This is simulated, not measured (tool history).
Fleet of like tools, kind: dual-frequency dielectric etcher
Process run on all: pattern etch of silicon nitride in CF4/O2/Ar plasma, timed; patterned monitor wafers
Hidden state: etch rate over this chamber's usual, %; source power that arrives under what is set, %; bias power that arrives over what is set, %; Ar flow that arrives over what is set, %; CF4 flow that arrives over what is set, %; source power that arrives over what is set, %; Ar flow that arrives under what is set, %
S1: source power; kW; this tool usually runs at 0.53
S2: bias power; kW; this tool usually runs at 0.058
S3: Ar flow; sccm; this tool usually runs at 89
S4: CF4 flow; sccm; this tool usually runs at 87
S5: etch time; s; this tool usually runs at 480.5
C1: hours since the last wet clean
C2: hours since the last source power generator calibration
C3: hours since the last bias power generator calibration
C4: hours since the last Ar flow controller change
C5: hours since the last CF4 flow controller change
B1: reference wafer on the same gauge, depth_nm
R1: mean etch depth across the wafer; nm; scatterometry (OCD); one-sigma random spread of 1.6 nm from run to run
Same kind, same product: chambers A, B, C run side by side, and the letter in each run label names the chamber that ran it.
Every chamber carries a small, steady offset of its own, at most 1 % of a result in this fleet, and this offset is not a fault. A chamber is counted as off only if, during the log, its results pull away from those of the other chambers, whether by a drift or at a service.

{"run": "1B", "hour": 8.1, "S1": 0.53, "S2": 0.058, "S3": 89, "S4": 87, "S5": 480.5, "C1": 51.9, "C2": 108.3, "C3": 3527.6, "C4": 946.4, "C5": 4391.7, "B1": 1209.6, "R1": 1016.4}
{"run": "2C", "hour": 18.7, "S1": 0.53, "S2": 0.058, "S3": 89, "S4": 87, "S5": 480.5, "C1": 252.6, "C2": 2712.5, "C3": 460.6, "C4": 4514, "C5": 3733, "B1": 1209.2, "R1": 1019.2}
{"run": "3A", "hour": 27.4, "S1": 0.53, "S2": 0.058, "S3": 89, "S4": 87, "S5": 480.5, "C1": 512.1, "C2": 328.7, "C3": 719.3, "C4": 1769.2, "C5": 579.1, "B1": 1209.2, "R1": 1014}
{"run": "4A", "hour": 36.2, "S1": 0.53, "S2": 0.058, "S3": 89, "S4": 87, "S5": 480.5, "C1": 520.9, "C2": 337.5, "C3": 728.1, "C4": 1778, "C5": 587.9, "B1": 1208.8, "R1": 1011.2}
{"hour": 41.6, "done": "chamber A: wet clean of the chamber"}
{"run": "5C", "hour": 44.7, "S1": 0.53, "S2": 0.058, "S3": 89, "S4": 87, "S5": 480.5, "C1": 278.6, "C2": 2738.5, "C3": 486.6, "C4": 4540, "C5": 3759, "B1": 1208.6, "R1": 1017.9}
{"run": "6B", "hour": 51.8, "S1": 0.53, "S2": 0.058, "S3": 89, "S4": 87, "S5": 389, "C1": 95.6, "C2": 152, "C3": 3571.3, "C4": 990.1, "C5": 4435.4, "B1": 1208.4, "R1": 822.93}
{"run": "7A", "hour": 57.1, "S1": 0.53, "S2": 0.058, "S3": 89, "S4": 87, "S5": 389, "C1": 15.6, "C2": 358.4, "C3": 749, "C4": 1798.9, "C5": 608.8, "B1": 1208.4, "R1": 815.94}
{"run": "8B", "hour": 63.5, "S1": 0.53, "S2": 0.058, "S3": 89, "S4": 87, "S5": 389, "C1": 107.3, "C2": 163.7, "C3": 3583, "C4": 1001.8, "C5": 4447.1, "B1": 1208, "R1": 821.07}
{"run": "9C", "hour": 72.6, "S1": 0.53, "S2": 0.058, "S3": 89, "S4": 87, "S5": 480.5, "C1": 306.5, "C2": 2766.4, "C3": 514.5, "C4": 4567.9, "C5": 3786.9, "B1": 1207.5, "R1": 1016.3}
{"run": "10C", "hour": 83.3, "S1": 0.53, "S2": 0.058, "S3": 89, "S4": 87, "S5": 480.5, "C1": 317.2, "C2": 2777.1, "C3": 525.2, "C4": 4578.6, "C5": 3797.6, "B1": 1207.8, "R1": 1017}
{"run": "11B", "hour": 88.5, "S1": 0.53, "S2": 0.058, "S3": 89, "S4": 87, "S5": 480.5, "C1": 132.3, "C2": 188.7, "C3": 3608, "C4": 1026.8, "C5": 4472.1, "B1": 1207.2, "R1": 1016}
{"run": "12A", "hour": 97.8, "S1": 0.53, "S2": 0.058, "S3": 89, "S4": 87, "S5": 480.5, "C1": 56.3, "C2": 399.1, "C3": 789.7, "C4": 1839.6, "C5": 649.5, "B1": 1206.4, "R1": 1008.2}
{"run": "13A", "hour": 102.8, "S1": 0.53, "S2": 0.058, "S3": 71, "S4": 87, "S5": 480.5, "C1": 61.3, "C2": 404.1, "C3": 794.7, "C4": 1844.6, "C5": 654.5, "B1": 1206.6, "R1": 1035.8}
{"hour": 104.3, "done": "chamber C: CF4 flow controller replaced"}
{"run": "14B", "hour": 110.3, "S1": 0.53, "S2": 0.058, "S3": 71, "S4": 87, "S5": 480.5, "C1": 154.1, "C2": 210.5, "C3": 3629.8, "C4": 1048.6, "C5": 4493.9, "B1": 1206.4, "R1": 1037.6}
{"run": "15C", "hour": 120.1, "S1": 0.53, "S2": 0.058, "S3": 71, "S4": 87, "S5": 480.5, "C1": 354, "C2": 2813.9, "C3": 562, "C4": 4615.4, "C5": 15.8, "B1": 1206.4, "R1": 1040.9}
{"run": "16C", "hour": 126.4, "S1": 0.53, "S2": 0.058, "S3": 100, "S4": 87, "S5": 480.5, "C1": 360.3, "C2": 2820.2, "C3": 568.3, "C4": 4621.7, "C5": 22.1, "B1": 1206.1, "R1": 1000.3}
{"run": "17A", "hour": 137.2, "S1": 0.53, "S2": 0.058, "S3": 100, "S4": 87, "S5": 480.5, "C1": 95.7, "C2": 438.5, "C3": 829.1, "C4": 1879, "C5": 688.9, "B1": 1206.2, "R1": 993.98}
{"run": "18B", "hour": 147.1, "S1": 0.53, "S2": 0.058, "S3": 100, "S4": 87, "S5": 480.5, "C1": 190.9, "C2": 247.3, "C3": 3666.6, "C4": 1085.4, "C5": 4530.7, "B1": 1205.2, "R1": 998.95}
{"run": "19C", "hour": 156.4, "S1": 0.53, "S2": 0.058, "S3": 89, "S4": 87, "S5": 480.5, "C1": 390.3, "C2": 2850.2, "C3": 598.3, "C4": 4651.7, "C5": 52.1, "B1": 1204.8, "R1": 1015.4}
{"hour": 159.5, "done": "chamber C: wet clean of the chamber"}
{"run": "20B", "hour": 161.5, "S1": 0.53, "S2": 0.058, "S3": 78, "S4": 87, "S5": 395.5, "C1": 205.3, "C2": 261.7, "C3": 3681, "C4": 1099.8, "C5": 4545.1, "B1": 1204.7, "R1": 844.48}
{"run": "21A", "hour": 170.5, "S1": 0.53, "S2": 0.058, "S3": 78, "S4": 87, "S5": 395.5, "C1": 129, "C2": 471.8, "C3": 862.4, "C4": 1912.3, "C5": 722.2, "B1": 1204.4, "R1": 840.77}
{"run": "22C", "hour": 179.5, "S1": 0.53, "S2": 0.058, "S3": 78, "S4": 87, "S5": 395.5, "C1": 20.1, "C2": 2873.3, "C3": 621.4, "C4": 4674.8, "C5": 75.2, "B1": 1204.9, "R1": 847.1}
{"run": "23A", "hour": 185.4, "S1": 0.53, "S2": 0.058, "S3": 89, "S4": 87, "S5": 480.5, "C1": 143.9, "C2": 486.7, "C3": 877.3, "C4": 1927.2, "C5": 737.1, "B1": 1204.2, "R1": 1006.2}
{"run": "24B", "hour": 192.8, "S1": 0.53, "S2": 0.058, "S3": 89, "S4": 87, "S5": 480.5, "C1": 236.6, "C2": 293, "C3": 3712.3, "C4": 1131.1, "C5": 4576.4, "B1": 1204, "R1": 1012.6}
{"run": "25B", "hour": 201.8, "S1": 0.45, "S2": 0.068, "S3": 89, "S4": 87, "S5": 480.5, "C1": 245.6, "C2": 302, "C3": 3721.3, "C4": 1140.1, "C5": 4585.4, "B1": 1203.8, "R1": 936.05}
{"run": "26C", "hour": 207.1, "S1": 0.45, "S2": 0.068, "S3": 89, "S4": 87, "S5": 480.5, "C1": 47.7, "C2": 2900.9, "C3": 649, "C4": 4702.4, "C5": 102.8, "B1": 1203.7, "R1": 939.79}
{"hour": 213.7, "done": "chamber C: source power generator calibrated"}
{"run": "27A", "hour": 214.5, "S1": 0.45, "S2": 0.068, "S3": 89, "S4": 87, "S5": 480.5, "C1": 173, "C2": 515.8, "C3": 906.4, "C4": 1956.3, "C5": 766.2, "B1": 1202.7, "R1": 927.51}
{"run": "28A", "hour": 221.5, "S1": 0.53, "S2": 0.058, "S3": 89, "S4": 78, "S5": 410.5, "C1": 180, "C2": 522.8, "C3": 913.4, "C4": 1963.3, "C5": 773.2, "B1": 1203.4, "R1": 846.83}
{"run": "29B", "hour": 227.9, "S1": 0.53, "S2": 0.058, "S3": 89, "S4": 78, "S5": 410.5, "C1": 271.7, "C2": 328.1, "C3": 3747.4, "C4": 1166.2, "C5": 4611.5, "B1": 1202.9, "R1": 850.64}
{"run": "30C", "hour": 234.9, "S1": 0.53, "S2": 0.058, "S3": 89, "S4": 78, "S5": 410.5, "C1": 75.5, "C2": 21.3, "C3": 676.8, "C4": 4730.2, "C5": 130.6, "B1": 1202.7, "R1": 852.77}
{"run": "31A", "hour": 245.2, "S1": 0.53, "S2": 0.058, "S3": 89, "S4": 87, "S5": 480.5, "C1": 203.7, "C2": 546.5, "C3": 937.1, "C4": 1987, "C5": 796.9, "B1": 1202.3, "R1": 1005.4}

Which is it: a chamber that has drifted or been left off by a service, a gauge drift common to all chambers, or only each chamber's usual small offset? If a chamber is off, name it and its likeliest cause.

None of the chambers is off. What moves is the gauge, dragging all their readings along together.
Most likely cause: gauge reads low (%) = 0.654.
